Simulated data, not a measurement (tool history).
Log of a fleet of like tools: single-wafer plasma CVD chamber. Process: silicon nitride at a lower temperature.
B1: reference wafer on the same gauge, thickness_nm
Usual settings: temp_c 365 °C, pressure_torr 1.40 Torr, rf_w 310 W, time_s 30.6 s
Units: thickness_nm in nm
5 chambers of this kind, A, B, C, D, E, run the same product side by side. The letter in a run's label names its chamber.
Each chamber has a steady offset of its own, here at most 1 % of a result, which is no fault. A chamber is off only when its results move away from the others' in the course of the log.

Run 1D, day 0.304: usual settings; B1 32.426. Result: thickness_nm 34.960 nm.
Run 2C, day 0.842: usual settings; B1 32.370. Result: thickness_nm 35.552 nm.
Run 3A, day 1.325: usual settings; B1 32.391. Result: thickness_nm 35.559 nm.
Run 4B, day 1.617: usual settings; B1 32.364. Result: thickness_nm 35.335 nm.
Run 5E, day 2.067: usual settings but rf_w 260 W; B1 32.392. Result: thickness_nm 31.142 nm.
Run 6B, day 2.450: usual settings but rf_w 260 W; B1 32.397. Result: thickness_nm 31.267 nm.
Run 7A, day 2.933: usual settings but rf_w 260 W; B1 32.396. Result: thickness_nm 31.389 nm.
At day 2.992: chamber B: thermocouple changed; heater temperature recalibrated.
Run 8C, day 3.246: usual settings but rf_w 260 W; B1 32.404. Result: thickness_nm 30.958 nm.
Run 9E, day 3.583: usual settings but rf_w 260 W; B1 32.391. Result: thickness_nm 31.281 nm.
Run 10D, day 3.954: usual settings; B1 32.376. Result: thickness_nm 34.832 nm.
Run 11D, day 4.283: usual settings; B1 32.365. Result: thickness_nm 34.867 nm.
Run 12A, day 4.804: usual settings; B1 32.384. Result: thickness_nm 35.204 nm.
At day 4.954: chamber B: RF generator calibrated.
Run 13B, day 5.154: usual settings; B1 32.359. Result: thickness_nm 35.304 nm.
At day 5.204: chamber E: RF generator calibrated.
Run 14E, day 5.633: usual settings; B1 32.381. Result: thickness_nm 35.037 nm.
Run 15C, day 5.958: usual settings; B1 32.377. Result: thickness_nm 34.668 nm.
Run 16B, day 6.354: usual settings; B1 32.383. Result: thickness_nm 35.441 nm.
Run 17E, day 6.604: usual settings but temp_c 379 °C, time_s 36.2 s; B1 32.409. Result: thickness_nm 40.753 nm.
Run 18A, day 6.967: usual settings but temp_c 379 °C, time_s 36.2 s; B1 32.426. Result: thickness_nm 41.451 nm.
Run 19D, day 7.208: usual settings but temp_c 379 °C, time_s 36.2 s; B1 32.399. Result: thickness_nm 41.004 nm.
Run 20C, day 7.458: usual settings but temp_c 379 °C, time_s 36.2 s; B1 32.386. Result: thickness_nm 40.498 nm.
Run 21C, day 7.771: usual settings but temp_c 379 °C, time_s 36.2 s; B1 32.376. Result: thickness_nm 40.218 nm.
Run 22D, day 8.204: usual settings but temp_c 354 °C; B1 32.384. Result: thickness_nm 34.914 nm.
Run 23E, day 8.725: usual settings but temp_c 354 °C; B1 32.399. Result: thickness_nm 35.273 nm.
Run 24A, day 9.221: usual settings but temp_c 354 °C; B1 32.376. Result: thickness_nm 35.534 nm.
Run 25B, day 9.575: usual settings but temp_c 354 °C; B1 32.414. Result: thickness_nm 35.374 nm.
Run 26D, day 9.912: usual settings but temp_c 354 °C; B1 32.413. Result: thickness_nm 34.911 nm.
Run 27B, day 10.175: usual settings; B1 32.374. Result: thickness_nm 35.293 nm.
Run 28E, day 10.612: usual settings; B1 32.413. Result: thickness_nm 35.165 nm.
Run 29A, day 11.054: usual settings; B1 32.383. Result: thickness_nm 35.300 nm.
Run 30C, day 11.292: usual settings; B1 32.396. Result: thickness_nm 33.710 nm.
Run 31C, day 11.592: usual settings; B1 32.425. Result: thickness_nm 33.767 nm.
Run 32A, day 12.025: usual settings; B1 32.397. Result: thickness_nm 35.311 nm.
Run 33E, day 12.471: usual settings; B1 32.388. Result: thickness_nm 35.172 nm.
Run 34B, day 12.900: usual settings but pressure_torr 1.59 Torr, time_s 34.4 s; B1 32.426. Result: thickness_nm 41.066 nm.

Is one chamber off against the others, does the gauge drift, or is nothing wrong? If a chamber is off, say which, and what the likeliest cause is.

Chamber C drifts away from the others.
Cause: delivered RF power below the setpoint (%) = 8.15.

Here are 4 candidates for chamber C's next run, each the usual settings with a change, their results left as question marks. Which one brings its results back in line with what the others give on the usual settings?
In line means no further than this from the other chambers' mean on the usual settings: thickness_nm 0.510 nm
Run 35C-1, day 13.296: usual settings but pressure_torr 1.39 Torr, rf_w 305 W, time_s 30.1 s. Result: thickness_nm ?.
Run 35C-2, day 13.296: usual settings but pressure_torr 1.52 Torr. Result: thickness_nm ?.
Run 35C-3, day 13.296: usual settings but rf_w 305 W, time_s 29.5 s. Result: thickness_nm ?.
Run 35C-4, day 13.296: usual settings but pressure_torr 1.65 Torr. Result: thickness_nm ?.

The other chambers' mean on the usual settings: thickness_nm 35.152 nm
  run  thickness_nm
35C-1        32.597
35C-2        34.370
35C-3        32.014
35C-4        35.166
35C-4 brings the chamber back in line.
